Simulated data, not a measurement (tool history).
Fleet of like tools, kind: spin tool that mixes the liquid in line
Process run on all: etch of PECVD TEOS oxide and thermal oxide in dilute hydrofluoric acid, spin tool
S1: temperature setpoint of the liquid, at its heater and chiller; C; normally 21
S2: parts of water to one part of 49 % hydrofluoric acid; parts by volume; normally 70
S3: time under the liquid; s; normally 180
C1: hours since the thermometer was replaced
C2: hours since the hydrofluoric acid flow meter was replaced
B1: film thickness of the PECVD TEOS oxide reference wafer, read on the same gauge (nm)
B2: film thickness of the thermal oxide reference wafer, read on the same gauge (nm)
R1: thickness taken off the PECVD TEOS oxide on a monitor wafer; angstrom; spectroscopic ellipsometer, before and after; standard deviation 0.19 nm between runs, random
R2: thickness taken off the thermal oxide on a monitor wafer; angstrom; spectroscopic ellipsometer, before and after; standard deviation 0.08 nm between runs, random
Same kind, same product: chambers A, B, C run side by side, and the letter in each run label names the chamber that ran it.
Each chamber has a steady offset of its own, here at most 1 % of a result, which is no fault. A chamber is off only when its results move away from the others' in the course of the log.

run	hour	S1	S2	S3	C1	C2	B1	B2	R1	R2
1C	11.2	21	70	180	1123.6	322.9	59.996	79.938	218.41	109.39
2B	19.1	21	70	180	2438.7	400.1	59.948	80.054	217.63	110.54
3A	26.5	21	70	180	938.3	1113.1	60.029	79.965	221.75	112.56
4A	35.5	21	70	180	947.3	1122.1	59.971	79.981	217.28	112.07
5C	42.1	21	70	180	1154.5	353.8	60.049	80.026	218.13	108.9
6B	57.1	21	70	180	2476.7	438.1	59.958	79.987	223.76	109.55
7B	66.7	21	70	180	2486.3	447.7	59.987	79.992	220.16	110.98
8C	80.6	21	70	180	1193	392.3	59.942	80.007	222.25	112.01
9A	91.2	21	70	180	1003	1177.8	59.967	80.015	222.2	111.1
10B	98.9	21	70	180	2518.5	479.9	59.963	80.01	220.15	111.04
11C	108.6	21	70	180	1221	420.3	59.997	80.01	218.77	111.74
12A	115.3	21	70	180	1027.1	1201.9	59.991	79.975	219.59	111.95
13A	128.8	21	70	180	1040.6	1215.4	60.018	79.947	221.34	111.39
14B	140.9	21	70	180	2560.5	521.9	60.006	79.999	223.26	110.38
15C	148.1	21	70	180	1260.5	459.8	60.046	80.018	220.56	110.99
16A	155.9	21	70	180	1067.7	1242.5	59.995	80.037	223.32	111.7
17C	168.4	21	70	180	1280.8	480.1	60.024	79.964	220.86	110.2
18B	175.9	21	70	180	2595.5	556.9	59.969	80.017	221.1	110.83
19C	187.4	21	70	180	1299.8	499.1	59.964	79.961	217.01	111.14
# hour 194.8: chamber A: thermometer replaced
20A	198.6	21	70	180	3.9	1285.2	60.011	80.002	220.72	110.54
21B	213	21	70	180	2632.6	594	60.019	79.965	220.17	111.73
22C	225.5	21	70	180	1337.9	537.2	60.003	80.04	221.06	111.67
23A	233.4	21	70	180	38.7	1320	60.012	80.002	217.49	111.79
24B	247.8	21	70	180	2667.4	628.8	60.041	80.043	222.42	109.01
25C	257.7	21	70	180	1370.1	569.4	60.037	80.011	220.55	111.02
26A	266.5	21	70	180	71.8	1353.1	60.024	80.002	216.21	110.94
27B	277.8	21	70	180	2697.4	658.8	59.992	80.011	218.55	110.31
28C	291.3	21	70	180	1403.7	603	60.075	80.013	219.82	109.94
29B	303.9	21	70	180	2723.5	684.9	59.94	80.027	218.25	112.21
30A	317.9	21	70	180	123.2	1404.5	60.014	79.997	223.46	109.84
31A	324.6	21	70	225	129.9	1411.2	60.066	80.009	272.78	138.82
32C	333.1	21	70	225	1445.5	644.8	60.034	79.968	275.97	138.33
33B	343.1	21	70	225	2762.7	724.1	60.026	79.978	271.38	139.27
34C	355.4	21	70	180	1467.8	667.1	59.968	80.001	223.11	111.08
35B	367.1	21	70	180	2786.7	748.1	59.956	80.012	220.76	111.45
36A	377.8	21	70	180	183.1	1464.4	60.034	79.982	219.48	111.31
37B	387.4	21	70	180	2807	768.4	59.995	80.009	220.79	111.23
38A	401.6	21	70	180	206.9	1488.2	60.007	80.041	222.05	111.38
39C	412.2	21	70	180	1524.6	723.9	59.97	80.007	222.26	109.83
40C	423.6	21	60	180	1536	735.3	60.016	79.994	258.46	130.99
41B	432	21	60	180	2851.6	813	60.01	80.036	262.38	131.88
42A	445.5	21	60	180	250.8	1532.1	59.972	79.979	260.03	132.29
43B	458.6	21	70	180	2878.2	839.6	60.003	80.014	220.1	110.33

Read the log: is a single chamber off, either drifting away or since a service, is the gauge that measures every chamber drifting, or is nothing wrong beyond small per-chamber offsets? Name any odd chamber and what most likely caused it.

Beyond each chamber's small constant offset nothing stands out, and the gauge stays steady.

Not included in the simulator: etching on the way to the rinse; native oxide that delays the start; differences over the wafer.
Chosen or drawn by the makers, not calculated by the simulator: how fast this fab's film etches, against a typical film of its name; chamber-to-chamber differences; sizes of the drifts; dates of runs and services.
